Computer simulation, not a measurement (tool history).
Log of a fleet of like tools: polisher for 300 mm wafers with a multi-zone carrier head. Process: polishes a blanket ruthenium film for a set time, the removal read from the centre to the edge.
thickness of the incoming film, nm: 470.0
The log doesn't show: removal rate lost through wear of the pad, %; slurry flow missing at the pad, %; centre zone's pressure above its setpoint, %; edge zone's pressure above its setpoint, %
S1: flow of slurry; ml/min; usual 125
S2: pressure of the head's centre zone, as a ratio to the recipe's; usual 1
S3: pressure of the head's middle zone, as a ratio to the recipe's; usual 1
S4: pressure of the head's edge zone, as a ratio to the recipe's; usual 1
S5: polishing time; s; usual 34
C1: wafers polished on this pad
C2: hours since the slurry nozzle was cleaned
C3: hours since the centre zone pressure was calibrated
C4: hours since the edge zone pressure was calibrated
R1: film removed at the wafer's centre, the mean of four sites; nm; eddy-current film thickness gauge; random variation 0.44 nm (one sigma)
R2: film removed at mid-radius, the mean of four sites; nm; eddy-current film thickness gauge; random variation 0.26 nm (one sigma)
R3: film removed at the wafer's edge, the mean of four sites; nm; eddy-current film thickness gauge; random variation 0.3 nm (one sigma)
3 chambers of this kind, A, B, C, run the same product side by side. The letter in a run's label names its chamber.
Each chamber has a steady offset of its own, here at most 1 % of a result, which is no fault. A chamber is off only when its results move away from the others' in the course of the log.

{"run": "1B", "hour": 6.7, "S1": 125, "S2": 1, "S3": 1, "S4": 1, "S5": 34, "C1": 387, "C2": 339.4, "C3": 99.5, "C4": 566.4, "R1": 31.795, "R2": 31.041, "R3": 31.106}
{"hour": 14.3, "done": "chamber C: worn pad replaced by a new one"}
{"run": "2A", "hour": 14.4, "S1": 125, "S2": 1, "S3": 1, "S4": 1, "S5": 34, "C1": 1240, "C2": 453, "C3": 137, "C4": 384, "R1": 31.296, "R2": 31.998, "R3": 31.542}
{"hour": 16.5, "done": "chamber B: worn pad replaced by a new one"}
{"run": "3C", "hour": 19.6, "S1": 125, "S2": 1, "S3": 1, "S4": 1, "S5": 34, "C1": 94, "C2": 204.3, "C3": 1042.6, "C4": 323.5, "R1": 31.895, "R2": 30.739, "R3": 31.241}
{"run": "4A", "hour": 25.7, "S1": 125, "S2": 1, "S3": 1, "S4": 1, "S5": 34, "C1": 1442, "C2": 464.3, "C3": 148.3, "C4": 395.3, "R1": 31.438, "R2": 31.686, "R3": 31.584}
{"run": "5C", "hour": 30.2, "S1": 125, "S2": 1, "S3": 1, "S4": 1, "S5": 34, "C1": 284, "C2": 214.9, "C3": 1053.2, "C4": 334.1, "R1": 31.176, "R2": 31.066, "R3": 31.051}
{"hour": 34.3, "done": "chamber A: worn pad replaced by a new one"}
{"run": "6B", "hour": 38.2, "S1": 125, "S2": 1, "S3": 1, "S4": 1, "S5": 34, "C1": 389, "C2": 370.9, "C3": 131, "C4": 597.9, "R1": 31.809, "R2": 31.264, "R3": 31.203}
{"run": "7B", "hour": 46.1, "S1": 125, "S2": 1, "S3": 1, "S4": 1, "S5": 34, "C1": 530, "C2": 378.8, "C3": 138.9, "C4": 605.8, "R1": 31.512, "R2": 30.517, "R3": 31.306}
{"hour": 49.3, "done": "chamber B: worn pad replaced by a new one"}
{"run": "8A", "hour": 50.8, "S1": 125, "S2": 1, "S3": 1, "S4": 1, "S5": 34, "C1": 295, "C2": 489.4, "C3": 173.4, "C4": 420.4, "R1": 31.567, "R2": 31.32, "R3": 31.432}
{"run": "9C", "hour": 55.9, "S1": 125, "S2": 1, "S3": 1, "S4": 1, "S5": 34, "C1": 744, "C2": 240.6, "C3": 1078.9, "C4": 359.8, "R1": 31.371, "R2": 31.296, "R3": 31.073}
{"hour": 58.2, "done": "chamber C: worn pad replaced by a new one"}
{"run": "10C", "hour": 61.1, "S1": 125, "S2": 1, "S3": 1, "S4": 1, "S5": 34, "C1": 53, "C2": 245.8, "C3": 1084.1, "C4": 365, "R1": 30.992, "R2": 30.751, "R3": 31.064}
{"run": "11A", "hour": 67.5, "S1": 125, "S2": 1, "S3": 1, "S4": 1, "S5": 34, "C1": 594, "C2": 506.1, "C3": 190.1, "C4": 437.1, "R1": 31.04, "R2": 31.268, "R3": 31.483}
{"hour": 70.9, "done": "chamber C: centre zone pressure recalibrated"}
{"run": "12B", "hour": 73.6, "S1": 125, "S2": 1, "S3": 1, "S4": 1, "S5": 34, "C1": 434, "C2": 406.3, "C3": 166.4, "C4": 633.3, "R1": 29.884, "R2": 30.205, "R3": 30.945}
{"run": "13A", "hour": 81.1, "S1": 125, "S2": 1, "S3": 1, "S4": 1, "S5": 34, "C1": 837, "C2": 519.7, "C3": 203.7, "C4": 450.7, "R1": 30.816, "R2": 31.954, "R3": 31.324}
{"hour": 89.0, "done": "chamber B: worn pad replaced by a new one"}
{"run": "14B", "hour": 89.7, "S1": 125, "S2": 1, "S3": 1, "S4": 1, "S5": 34, "C1": 13, "C2": 422.4, "C3": 182.5, "C4": 649.4, "R1": 30.087, "R2": 30.423, "R3": 30.435}
{"run": "15C", "hour": 97.8, "S1": 125, "S2": 1, "S3": 1, "S4": 1, "S5": 34, "C1": 709, "C2": 282.5, "C3": 26.9, "C4": 401.7, "R1": 31.339, "R2": 30.893, "R3": 31.75}
{"hour": 101.2, "done": "chamber C: worn pad replaced by a new one"}
{"run": "16B", "hour": 104.0, "S1": 125, "S2": 1, "S3": 1, "S4": 1, "S5": 34, "C1": 269, "C2": 436.7, "C3": 196.8, "C4": 663.7, "R1": 30.41, "R2": 29.669, "R3": 30.567}
{"run": "17A", "hour": 108.7, "S1": 125, "S2": 1, "S3": 1, "S4": 1, "S5": 34, "C1": 1331, "C2": 547.3, "C3": 231.3, "C4": 478.3, "R1": 31.704, "R2": 31.309, "R3": 30.694}
{"hour": 109.8, "done": "chamber A: worn pad replaced by a new one"}
{"run": "18C", "hour": 116.4, "S1": 125, "S2": 1, "S3": 1, "S4": 1, "S5": 34, "C1": 272, "C2": 301.1, "C3": 45.5, "C4": 420.3, "R1": 30.638, "R2": 30.288, "R3": 31.161}
{"hour": 119.3, "done": "chamber B: worn pad replaced by a new one"}
{"run": "19C", "hour": 124.7, "S1": 125, "S2": 1, "S3": 1, "S4": 1, "S5": 34, "C1": 420, "C2": 309.4, "C3": 53.8, "C4": 428.6, "R1": 31.49, "R2": 30.672, "R3": 30.902}
{"run": "20A", "hour": 131.4, "S1": 125, "S2": 1, "S3": 1, "S4": 1, "S5": 34, "C1": 387, "C2": 570, "C3": 254, "C4": 501, "R1": 30.874, "R2": 31.418, "R3": 31.413}
{"run": "21B", "hour": 137.3, "S1": 125, "S2": 1, "S3": 1, "S4": 1, "S5": 34, "C1": 323, "C2": 470, "C3": 230.1, "C4": 697, "R1": 27.868, "R2": 28.796, "R3": 29.493}

Is one chamber off against the others, does the gauge drift, or is nothing wrong? If a chamber is off, say which, and what the likeliest cause is.

Chamber B drifts away from the others.
Cause: slurry flow missing at the pad, % = 26.5.

Here are 4 candidates for chamber B's next run, each the usual settings with a change, their results left as question marks. Which one brings its results back in line with what the others give on the usual settings?
In line means no further than this from the other chambers' mean on the usual settings: R1 1.6 nm; R2 0.92 nm; R3 1.1 nm
{"run": "22B-1", "hour": 143.5, "S1": 125, "S2": 0.99, "S3": 1, "S4": 1, "S5": 33, "R1": "?", "R2": "?", "R3": "?"}
{"run": "22B-2", "hour": 143.5, "S1": 120, "S2": 0.98, "S3": 0.99, "S4": 1.01, "S5": 32, "R1": "?", "R2": "?", "R3": "?"}
{"run": "22B-3", "hour": 143.5, "S1": 130, "S2": 1.02, "S3": 1.01, "S4": 0.99, "S5": 36, "R1": "?", "R2": "?", "R3": "?"}
{"run": "22B-4", "hour": 143.5, "S1": 125, "S2": 1.01, "S3": 1, "S4": 1, "S5": 35, "R1": "?", "R2": "?", "R3": "?"}

The other chambers' mean on the usual settings: R1 31.253 nm; R2 31.249 nm; R3 31.205 nm
run=22B-1 R1=27.194 R2=28.072 R3=28.788
run=22B-2 R1=25.704 R2=26.635 R3=27.836
run=22B-3 R1=31.055 R2=31.263 R3=31.477
run=22B-4 R1=29.473 R2=29.77 R3=30.533
22B-3 brings the chamber back in line.
